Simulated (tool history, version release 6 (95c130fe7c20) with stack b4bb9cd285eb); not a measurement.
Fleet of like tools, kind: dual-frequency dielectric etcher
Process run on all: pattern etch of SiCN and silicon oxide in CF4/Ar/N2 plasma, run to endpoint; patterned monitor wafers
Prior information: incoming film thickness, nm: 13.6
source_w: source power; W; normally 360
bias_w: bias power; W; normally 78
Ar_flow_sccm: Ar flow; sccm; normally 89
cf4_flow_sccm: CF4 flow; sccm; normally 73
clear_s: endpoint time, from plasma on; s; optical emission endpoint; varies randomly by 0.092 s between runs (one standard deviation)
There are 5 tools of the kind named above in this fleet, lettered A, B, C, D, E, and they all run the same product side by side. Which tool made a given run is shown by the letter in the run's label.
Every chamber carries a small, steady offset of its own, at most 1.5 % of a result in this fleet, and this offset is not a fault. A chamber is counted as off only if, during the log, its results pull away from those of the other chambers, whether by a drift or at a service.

run	hour	source_w	bias_w	Ar_flow_sccm	cf4_flow_sccm	hours since the last wet clean	hours since the last source power generator calibration	hours since the last bias power generator calibration	hours since the last Ar flow controller change	hours since the last CF4 flow controller change	clear_s
1C	12.4	360	78	89	73	204.9	3475.1	1292.0	1213.7	34.3	18.220
2A	21.7	360	78	89	73	262.3	224.6	2924.5	2098.0	2239.7	18.201
3E	32.0	360	78	89	73	571.5	934.2	1547.6	877.2	3621.8	18.331
4B	37.6	360	78	89	73	108.1	1078.2	1033.6	1731.3	1446.0	18.300
5D	44.9	360	78	89	73	284.4	193.6	2915.8	1500.0	1959.5	18.312
# hour 54.2: chamber B: Ar flow controller replaced
6E	55.4	360	78	89	73	594.9	957.6	1571.0	900.6	3645.2	18.527
7D	66.6	360	78	89	73	306.1	215.3	2937.5	1521.7	1981.2	18.407
8A	77.1	360	78	89	73	317.7	280.0	2979.9	2153.4	2295.1	18.355
9B	86.0	360	78	89	73	156.5	1126.6	1082.0	31.9	1494.4	18.332
10C	97.2	360	78	89	73	289.7	3559.9	1376.8	1298.5	119.1	18.063
11E	110.2	360	78	89	73	649.7	1012.4	1625.8	955.4	3700.0	18.280
12B	119.2	290	78	89	73	189.7	1159.8	1115.2	65.1	1527.6	21.886
13C	128.2	290	78	89	73	320.7	3590.9	1407.8	1329.5	150.1	22.074
# hour 128.8: chamber E: wet clean of the chamber
14D	137.6	290	78	89	73	377.1	286.3	3008.5	1592.7	2052.2	22.232
15A	149.5	290	78	89	73	390.1	352.4	3052.3	2225.8	2367.5	22.177
16A	159.2	290	78	89	73	399.8	362.1	3062.0	2235.5	2377.2	22.226
17E	165.3	440	78	89	73	36.5	1067.5	1680.9	1010.5	3755.1	15.431
18B	175.7	440	78	89	73	246.2	1216.3	1171.7	121.6	1584.1	15.134
19C	181.8	440	78	89	73	374.3	3644.5	1461.4	1383.1	203.7	15.119
20D	194.6	440	78	89	73	434.1	343.3	3065.5	1649.7	2109.2	15.338
21D	204.0	440	78	89	73	443.5	352.7	3074.9	1659.1	2118.6	15.526
22B	209.7	360	78	99	67	280.2	1250.3	1205.7	155.6	1618.1	18.527
23A	221.9	360	78	99	67	462.5	424.8	3124.7	2298.2	2439.9	18.765
# hour 223.5: chamber D: wet clean of the chamber
24C	229.4	360	78	99	67	421.9	3692.1	1509.0	1430.7	251.3	18.738
25E	237.0	360	78	99	67	108.2	1139.2	1752.6	1082.2	3826.8	19.058
26D	249.7	360	78	99	67	26.2	398.4	3120.6	1704.8	2164.3	18.788
# hour 259.4: chamber E: CF4 flow controller replaced
27C	260.7	360	78	89	73	453.2	3723.4	1540.3	1462.0	282.6	18.002
28B	269.9	360	78	89	73	340.4	1310.5	1265.9	215.8	1678.3	18.108
# hour 273.4: chamber C: bias power generator calibrated
# hour 278.9: chamber A: wet clean of the chamber
29A	280.1	360	78	89	73	1.3	483.0	3182.9	2356.4	2498.1	18.237
30E	288.4	360	78	89	73	159.6	1190.6	1804.0	1133.6	29.1	18.305
31D	298.3	360	84	89	88	74.8	447.0	3169.2	1753.4	2212.9	17.560
# hour 301.5: chamber E: bias power generator calibrated
32C	307.5	360	84	89	88	500.0	3770.2	34.1	1508.8	329.4	17.144
33A	314.4	360	84	89	88	35.6	517.3	3217.2	2390.7	2532.4	17.328
# hour 317.9: chamber D: CF4 flow controller replaced
34B	327.5	360	84	89	88	398.0	1368.1	1323.5	273.4	1735.9	16.767
35E	339.9	360	84	89	88	211.1	1242.1	38.4	1185.1	80.6	17.428
36E	347.0	360	78	89	73	218.2	1249.2	45.5	1192.2	87.7	18.467
37B	359.9	360	78	89	73	430.4	1400.5	1355.9	305.8	1768.3	17.637
38A	369.8	360	65	89	73	91.0	572.7	3272.6	2446.1	2587.8	19.464
39C	376.0	360	65	89	73	568.5	3838.7	102.6	1577.3	397.9	19.196
40D	383.3	360	65	89	73	159.8	532.0	3254.2	1838.4	65.5	19.459
41E	393.1	360	65	89	73	264.3	1295.3	91.6	1238.3	133.8	19.667

One chamber off, gauge drift, or nothing amiss beyond the chambers' own small offsets? If it is a chamber, which one, and what is the likeliest cause?

One chamber, B, drifts off from the rest bit by bit.
Most likely cause: etch rate over this chamber's usual, % = 3.95.
Not necessarily distinguishable in this log from: source power that arrives over what is set, %.

Which of the 4 candidates below, each the usual settings with something changed and its results left as question marks, puts chamber B back in line with what the other chambers give on the usual settings?
Maximum distance from the other chambers' mean on the usual settings for a result to count as in line: clear_s 0.320 s
42B-1	402.4	360	76	90	73						?
42B-2	402.4	360	78	102	62						?
42B-3	402.4	360	85	86	75						?
42B-4	402.4	360	78	84	73						?

Usual-settings mean across the other chambers: clear_s 18.254 s
run	clear_s
42B-1	17.720
42B-2	18.291
42B-3	16.885
42B-4	17.402
The right change is 42B-2: it brings the chamber back within the allowed miss of the others.

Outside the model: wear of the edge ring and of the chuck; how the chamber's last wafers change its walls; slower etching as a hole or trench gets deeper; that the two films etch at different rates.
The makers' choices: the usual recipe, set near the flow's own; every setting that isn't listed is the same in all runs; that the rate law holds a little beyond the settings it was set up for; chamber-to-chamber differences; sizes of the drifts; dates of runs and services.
